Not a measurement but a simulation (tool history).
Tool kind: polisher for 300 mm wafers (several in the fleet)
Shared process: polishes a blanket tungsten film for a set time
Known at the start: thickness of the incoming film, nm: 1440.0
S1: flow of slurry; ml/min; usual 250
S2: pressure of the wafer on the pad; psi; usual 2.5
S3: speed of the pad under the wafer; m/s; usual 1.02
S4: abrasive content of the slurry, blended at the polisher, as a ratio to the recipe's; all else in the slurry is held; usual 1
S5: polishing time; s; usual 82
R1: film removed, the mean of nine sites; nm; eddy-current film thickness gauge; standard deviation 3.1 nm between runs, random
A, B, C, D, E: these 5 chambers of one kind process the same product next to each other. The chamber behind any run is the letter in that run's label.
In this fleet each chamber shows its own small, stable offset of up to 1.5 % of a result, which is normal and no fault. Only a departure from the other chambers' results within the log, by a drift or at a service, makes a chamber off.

Run 1A, hour 5.2: usual settings. Result: R1 255.49 nm.
At hour 9.2: chamber E: slurry nozzle cleaned.
At hour 11.9: chamber E: slurry blender recalibrated.
Run 2D, hour 11.9: usual settings. Result: R1 256.81 nm.
Run 3B, hour 18.2: usual settings. Result: R1 249.81 nm.
Run 4E, hour 22.2: usual settings. Result: R1 254.11 nm.
At hour 22.8: chamber D: slurry tank refilled with fresh slurry and peroxide.
At hour 23.3: chamber B: slurry blender recalibrated.
At hour 23.5: chamber A: slurry blender recalibrated.
At hour 25.4: chamber B: slurry tank refilled with fresh slurry and peroxide.
Run 5C, hour 26.7: usual settings but S2 3.2 psi, S5 104 s. Result: R1 413.58 nm.
Run 6A, hour 32.4: usual settings but S2 3.2 psi, S5 104 s. Result: R1 424.45 nm.
Run 7D, hour 37.6: usual settings but S2 3.2 psi, S5 104 s. Result: R1 421.26 nm.
Run 8E, hour 41.8: usual settings but S2 3.2 psi, S5 104 s. Result: R1 414.09 nm.
Run 9C, hour 46.4: usual settings but S2 3.2 psi, S5 104 s. Result: R1 409.33 nm.
Run 10B, hour 53.3: usual settings. Result: R1 255.7 nm.
At hour 53.4: chamber C: worn pad replaced by a new one.
Run 11A, hour 60: usual settings. Result: R1 256.41 nm.
At hour 60.6: chamber B: worn pad replaced by a new one.
At hour 65.4: chamber A: slurry tank refilled with fresh slurry and peroxide.
Run 12C, hour 66.2: usual settings. Result: R1 253.63 nm.
At hour 68.8: chamber D: worn pad replaced by a new one.
Run 13D, hour 71.8: usual settings. Result: R1 253.03 nm.
At hour 73.9: chamber E: worn pad replaced by a new one.
At hour 75.1: chamber E: slurry tank refilled with fresh slurry and peroxide.
Run 14E, hour 79.7: usual settings. Result: R1 255.7 nm.
Run 15B, hour 87.5: usual settings. Result: R1 254.42 nm.
Run 16C, hour 92.6: usual settings. Result: R1 254.89 nm.
Run 17A, hour 96.6: usual settings but S1 195 ml/min. Result: R1 245.57 nm.
At hour 100.1: chamber C: slurry tank refilled with fresh slurry and peroxide.
Run 18E, hour 104.6: usual settings but S1 195 ml/min. Result: R1 249.26 nm.
Run 19D, hour 111.6: usual settings but S1 195 ml/min. Result: R1 247.97 nm.
Run 20B, hour 120.2: usual settings but S1 195 ml/min. Result: R1 247.7 nm.
Run 21D, hour 124.5: usual settings but S1 195 ml/min. Result: R1 248.39 nm.
At hour 125.1: chamber A: worn pad replaced by a new one.
At hour 128.2: chamber A: slurry blender recalibrated.
Run 22C, hour 132.7: usual settings. Result: R1 258.99 nm.
At hour 133.6: chamber C: worn pad replaced by a new one.
Run 23E, hour 137.4: usual settings. Result: R1 254.26 nm.
Run 24A, hour 143.6: usual settings. Result: R1 256.32 nm.
At hour 146.1: chamber B: slurry blender recalibrated.
Run 25B, hour 151.6: usual settings. Result: R1 255.92 nm.
At hour 151.8: chamber B: slurry nozzle cleaned.
At hour 152: chamber D: slurry blender recalibrated.
At hour 152.4: chamber C: head pressure recalibrated.
Run 26A, hour 158: usual settings. Result: R1 257.4 nm.
Run 27E, hour 162.4: usual settings but S1 285 ml/min. Result: R1 259.36 nm.
Run 28D, hour 167: usual settings but S1 285 ml/min. Result: R1 255.63 nm.
At hour 167.9: chamber D: slurry tank refilled with fresh slurry and peroxide.
At hour 170.7: chamber A: slurry nozzle cleaned.
Run 29B, hour 172.5: usual settings but S1 285 ml/min. Result: R1 254.3 nm.
At hour 178: chamber B: slurry tank refilled with fresh slurry and peroxide.
Run 30C, hour 179.6: usual settings but S1 285 ml/min. Result: R1 256.71 nm.
At hour 180.7: chamber A: slurry tank refilled with fresh slurry and peroxide.
Run 31B, hour 187.4: usual settings but S1 285 ml/min. Result: R1 254.6 nm.
Run 32E, hour 194.7: usual settings. Result: R1 264.17 nm.
At hour 200.5: chamber B: worn pad replaced by a new one.
Run 33D, hour 200.7: usual settings. Result: R1 258.14 nm.
Run 34A, hour 206.2: usual settings. Result: R1 253.17 nm.
At hour 207.6: chamber E: slurry tank refilled with fresh slurry and peroxide.
Run 35C, hour 210.3: usual settings. Result: R1 255.13 nm.
At hour 210.7: chamber C: worn pad replaced by a new one.
Run 36D, hour 215.8: usual settings. Result: R1 255.56 nm.
Run 37A, hour 221.3: usual settings. Result: R1 258.91 nm.
Run 38C, hour 228: usual settings. Result: R1 249.55 nm.
At hour 229.1: chamber C: slurry tank refilled with fresh slurry and peroxide.
At hour 229.8: chamber E: worn pad replaced by a new one.
At hour 234.2: chamber C: slurry blender recalibrated.
Run 39E, hour 234.7: usual settings. Result: R1 253.61 nm.
Run 40B, hour 240.1: usual settings. Result: R1 255.48 nm.
Run 41D, hour 244.3: usual settings. Result: R1 257.66 nm.
Run 42C, hour 252.5: usual settings. Result: R1 256.26 nm.

Is one chamber off against the others, does the gauge drift, or is nothing wrong? If a chamber is off, say which, and what the likeliest cause is.

The fleet is healthy, with each chamber sitting at its usual small offset and no drift in the gauge.
